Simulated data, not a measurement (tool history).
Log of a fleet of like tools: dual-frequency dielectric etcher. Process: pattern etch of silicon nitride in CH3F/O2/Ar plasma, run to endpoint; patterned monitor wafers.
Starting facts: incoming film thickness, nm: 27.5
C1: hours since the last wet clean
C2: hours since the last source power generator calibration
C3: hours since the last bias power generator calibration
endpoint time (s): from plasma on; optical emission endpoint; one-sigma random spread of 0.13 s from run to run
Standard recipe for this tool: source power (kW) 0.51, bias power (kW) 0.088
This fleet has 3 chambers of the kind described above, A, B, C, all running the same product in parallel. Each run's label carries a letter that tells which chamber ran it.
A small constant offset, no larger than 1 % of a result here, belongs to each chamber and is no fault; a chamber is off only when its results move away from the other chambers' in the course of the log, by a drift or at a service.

Run 1B, hour 10.5: usual settings; C1 138.4; C2 1866.2; C3 1944.4. Result: endpoint time (s) 34.209.
Run 2C, hour 17.1: usual settings; C1 145.3; C2 1915.2; C3 3867.7. Result: endpoint time (s) 33.69.
At hour 23.9: chamber A: wet clean of the chamber.
Run 3A, hour 29: usual settings; C1 5.1; C2 1168.6; C3 1555.2. Result: endpoint time (s) 33.978.
Run 4C, hour 40.3: usual settings; C1 168.5; C2 1938.4; C3 3890.9. Result: endpoint time (s) 33.715.
Run 5A, hour 48.3: usual settings; C1 24.4; C2 1187.9; C3 1574.5. Result: endpoint time (s) 33.692.
Run 6B, hour 63.3: usual settings but source power (kW) 0.6, bias power (kW) 0.108; C1 191.2; C2 1919; C3 1997.2. Result: endpoint time (s) 29.921.
Run 7A, hour 74.4: usual settings but source power (kW) 0.6, bias power (kW) 0.108; C1 50.5; C2 1214; C3 1600.6. Result: endpoint time (s) 29.384.
Run 8C, hour 84: usual settings but source power (kW) 0.6, bias power (kW) 0.108; C1 212.2; C2 1982.1; C3 3934.6. Result: endpoint time (s) 29.288.
Run 9B, hour 95.7: usual settings; C1 223.6; C2 1951.4; C3 2029.6. Result: endpoint time (s) 34.313.
Run 10C, hour 105.9: usual settings; C1 234.1; C2 2004; C3 3956.5. Result: endpoint time (s) 33.476.
Run 11B, hour 115.9: usual settings; C1 243.8; C2 1971.6; C3 2049.8. Result: endpoint time (s) 34.423.
Run 12A, hour 123.7: usual settings; C1 99.8; C2 1263.3; C3 1649.9. Result: endpoint time (s) 33.639.
Run 13B, hour 134: usual settings; C1 261.9; C2 1989.7; C3 2067.9. Result: endpoint time (s) 34.589.
Run 14C, hour 142.1: usual settings; C1 270.3; C2 2040.2; C3 3992.7. Result: endpoint time (s) 33.269.
Run 15A, hour 156: usual settings; C1 132.1; C2 1295.6; C3 1682.2. Result: endpoint time (s) 33.928.
Run 16B, hour 166.8: usual settings; C1 294.7; C2 2022.5; C3 2100.7. Result: endpoint time (s) 34.536.
Run 17C, hour 180.8: usual settings; C1 309; C2 2078.9; C3 4031.4. Result: endpoint time (s) 33.73.
Run 18A, hour 193.8: usual settings; C1 169.9; C2 1333.4; C3 1720. Result: endpoint time (s) 34.05.
Run 19A, hour 203.5: usual settings; C1 179.6; C2 1343.1; C3 1729.7. Result: endpoint time (s) 33.834.
Run 20C, hour 214.2: usual settings; C1 342.4; C2 2112.3; C3 4064.8. Result: endpoint time (s) 33.556.
Run 21B, hour 228.3: usual settings; C1 356.2; C2 2084; C3 2162.2. Result: endpoint time (s) 35.345.
Run 22B, hour 243.3: usual settings; C1 371.2; C2 2099; C3 2177.2. Result: endpoint time (s) 35.32.
Run 23A, hour 252.4: usual settings; C1 228.5; C2 1392; C3 1778.6. Result: endpoint time (s) 33.839.
Run 24C, hour 263.6: usual settings; C1 391.8; C2 2161.7; C3 4114.2. Result: endpoint time (s) 33.543.
Run 25C, hour 277.6: usual settings; C1 405.8; C2 2175.7; C3 4128.2. Result: endpoint time (s) 33.577.

All 3 chambers run these settings next. Forecast each chamber's results:
Run 26A, hour 288.3: usual settings but bias power (kW) 0.102. Result: endpoint time (s) ?.
Run 26B, hour 288.3: usual settings but bias power (kW) 0.102. Result: endpoint time (s) ?.
Run 26C, hour 288.3: usual settings but bias power (kW) 0.102. Result: endpoint time (s) ?.

run  endpoint time (s)
26A             32.016
26B              33.91
26C             32.013
